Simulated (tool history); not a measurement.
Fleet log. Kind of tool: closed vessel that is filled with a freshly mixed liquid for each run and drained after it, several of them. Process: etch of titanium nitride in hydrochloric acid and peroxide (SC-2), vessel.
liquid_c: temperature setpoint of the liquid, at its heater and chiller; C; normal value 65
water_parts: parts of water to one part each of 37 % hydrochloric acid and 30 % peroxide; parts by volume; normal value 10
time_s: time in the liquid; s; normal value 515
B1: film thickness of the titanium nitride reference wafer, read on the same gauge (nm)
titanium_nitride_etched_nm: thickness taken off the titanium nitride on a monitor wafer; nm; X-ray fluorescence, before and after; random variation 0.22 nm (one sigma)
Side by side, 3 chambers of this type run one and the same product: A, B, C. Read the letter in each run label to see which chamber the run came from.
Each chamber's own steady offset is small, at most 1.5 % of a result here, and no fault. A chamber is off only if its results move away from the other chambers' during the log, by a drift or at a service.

Run 1B, hour 4.4: usual settings; B1 120. Result: titanium_nitride_etched_nm 42.537 nm.
Run 2A, hour 7.3: usual settings; B1 119.95. Result: titanium_nitride_etched_nm 43.029 nm.
Run 3C, hour 12.6: usual settings; B1 120. Result: titanium_nitride_etched_nm 43.076 nm.
Run 4B, hour 16.1: usual settings; B1 120.04. Result: titanium_nitride_etched_nm 42.612 nm.
Run 5C, hour 19.9: usual settings; B1 119.99. Result: titanium_nitride_etched_nm 43.377 nm.
Run 6A, hour 23.2: usual settings but liquid_c 56.5 C, time_s 735 s; B1 120.01. Result: titanium_nitride_etched_nm 36.737 nm.
Run 7C, hour 29.1: usual settings but liquid_c 56.5 C, time_s 735 s; B1 120. Result: titanium_nitride_etched_nm 35.709 nm.
Run 8B, hour 34: usual settings but liquid_c 56.5 C, time_s 735 s; B1 120. Result: titanium_nitride_etched_nm 35.639 nm.
Run 9A, hour 39.4: usual settings; B1 120.02. Result: titanium_nitride_etched_nm 42.962 nm.
Run 10C, hour 45.1: usual settings; B1 120.02. Result: titanium_nitride_etched_nm 42.879 nm.
Run 11A, hour 48.5: usual settings; B1 120.01. Result: titanium_nitride_etched_nm 42.76 nm.
Run 12B, hour 52.7: usual settings; B1 119.97. Result: titanium_nitride_etched_nm 42.44 nm.
Run 13C, hour 56.2: usual settings but liquid_c 70.5 C, time_s 710 s; B1 120. Result: titanium_nitride_etched_nm 82.114 nm.
Run 14B, hour 58.9: usual settings but liquid_c 70.5 C, time_s 710 s; B1 120. Result: titanium_nitride_etched_nm 82.686 nm.
Run 15A, hour 61.8: usual settings but liquid_c 70.5 C, time_s 710 s; B1 120. Result: titanium_nitride_etched_nm 81.925 nm.
Run 16C, hour 64.6: usual settings; B1 120. Result: titanium_nitride_etched_nm 43.368 nm.
Run 17B, hour 68.6: usual settings; B1 119.97. Result: titanium_nitride_etched_nm 42.897 nm.
Run 18A, hour 73.9: usual settings; B1 120.04. Result: titanium_nitride_etched_nm 42.541 nm.
Run 19C, hour 79.2: usual settings; B1 120.06. Result: titanium_nitride_etched_nm 43.198 nm.
Run 20B, hour 82.2: usual settings; B1 120.02. Result: titanium_nitride_etched_nm 43.306 nm.
Run 21A, hour 86: usual settings; B1 119.98. Result: titanium_nitride_etched_nm 43.032 nm.
Run 22B, hour 88.6: usual settings; B1 119.97. Result: titanium_nitride_etched_nm 43.123 nm.
Run 23C, hour 92.2: usual settings; B1 120. Result: titanium_nitride_etched_nm 43.34 nm.
Run 24A, hour 97.4: usual settings; B1 120.02. Result: titanium_nitride_etched_nm 42.911 nm.
Run 25C, hour 102.3: usual settings; B1 120.03. Result: titanium_nitride_etched_nm 43.157 nm.
Run 26A, hour 104.9: usual settings; B1 120. Result: titanium_nitride_etched_nm 42.737 nm.
Run 27B, hour 108.3: usual settings; B1 120.04. Result: titanium_nitride_etched_nm 42.881 nm.
Run 28B, hour 111.3: usual settings; B1 120.04. Result: titanium_nitride_etched_nm 42.77 nm.
Run 29A, hour 116.7: usual settings; B1 120.02. Result: titanium_nitride_etched_nm 43.117 nm.
Run 30C, hour 120.4: usual settings but water_parts 8 parts by volume, time_s 295 s; B1 119.99. Result: titanium_nitride_etched_nm 29.432 nm.
Run 31C, hour 126: usual settings but water_parts 8 parts by volume, time_s 295 s; B1 120. Result: titanium_nitride_etched_nm 29.589 nm.
Run 32B, hour 128.7: usual settings but water_parts 8 parts by volume, time_s 295 s; B1 120.02. Result: titanium_nitride_etched_nm 29.485 nm.
Run 33A, hour 132.9: usual settings but water_parts 11.5 parts by volume, time_s 380 s; B1 120.01. Result: titanium_nitride_etched_nm 28.193 nm.
Run 34C, hour 138.7: usual settings but water_parts 11.5 parts by volume, time_s 380 s; B1 120.03. Result: titanium_nitride_etched_nm 28.305 nm.
Run 35A, hour 142.2: usual settings but water_parts 11.5 parts by volume, time_s 380 s; B1 119.99. Result: titanium_nitride_etched_nm 28.327 nm.
Run 36B, hour 148: usual settings but liquid_c 58.5 C, time_s 695 s; B1 120. Result: titanium_nitride_etched_nm 38.065 nm.
Run 37B, hour 153.6: usual settings but liquid_c 58.5 C, time_s 695 s; B1 120. Result: titanium_nitride_etched_nm 38.222 nm.
Run 38C, hour 157.5: usual settings but liquid_c 58.5 C, time_s 695 s; B1 119.97. Result: titanium_nitride_etched_nm 38.695 nm.
Run 39A, hour 161.9: usual settings but liquid_c 58.5 C, water_parts 8 parts by volume; B1 119.98. Result: titanium_nitride_etched_nm 34.648 nm.
Run 40A, hour 166.5: usual settings but liquid_c 58.5 C, water_parts 8 parts by volume; B1 120. Result: titanium_nitride_etched_nm 34.428 nm.
Run 41C, hour 172.1: usual settings but liquid_c 58.5 C, water_parts 8 parts by volume; B1 120.02. Result: titanium_nitride_etched_nm 34.475 nm.

Predict what each chamber gives when all 3 of them run the settings below next.
Run 42A, hour 176.4: usual settings. Result: titanium_nitride_etched_nm ?.
Run 42B, hour 176.4: usual settings. Result: titanium_nitride_etched_nm ?.
Run 42C, hour 176.4: usual settings. Result: titanium_nitride_etched_nm ?.

run  titanium_nitride_etched_nm
42A                      42.984
42B                      42.415
42C                      43.428

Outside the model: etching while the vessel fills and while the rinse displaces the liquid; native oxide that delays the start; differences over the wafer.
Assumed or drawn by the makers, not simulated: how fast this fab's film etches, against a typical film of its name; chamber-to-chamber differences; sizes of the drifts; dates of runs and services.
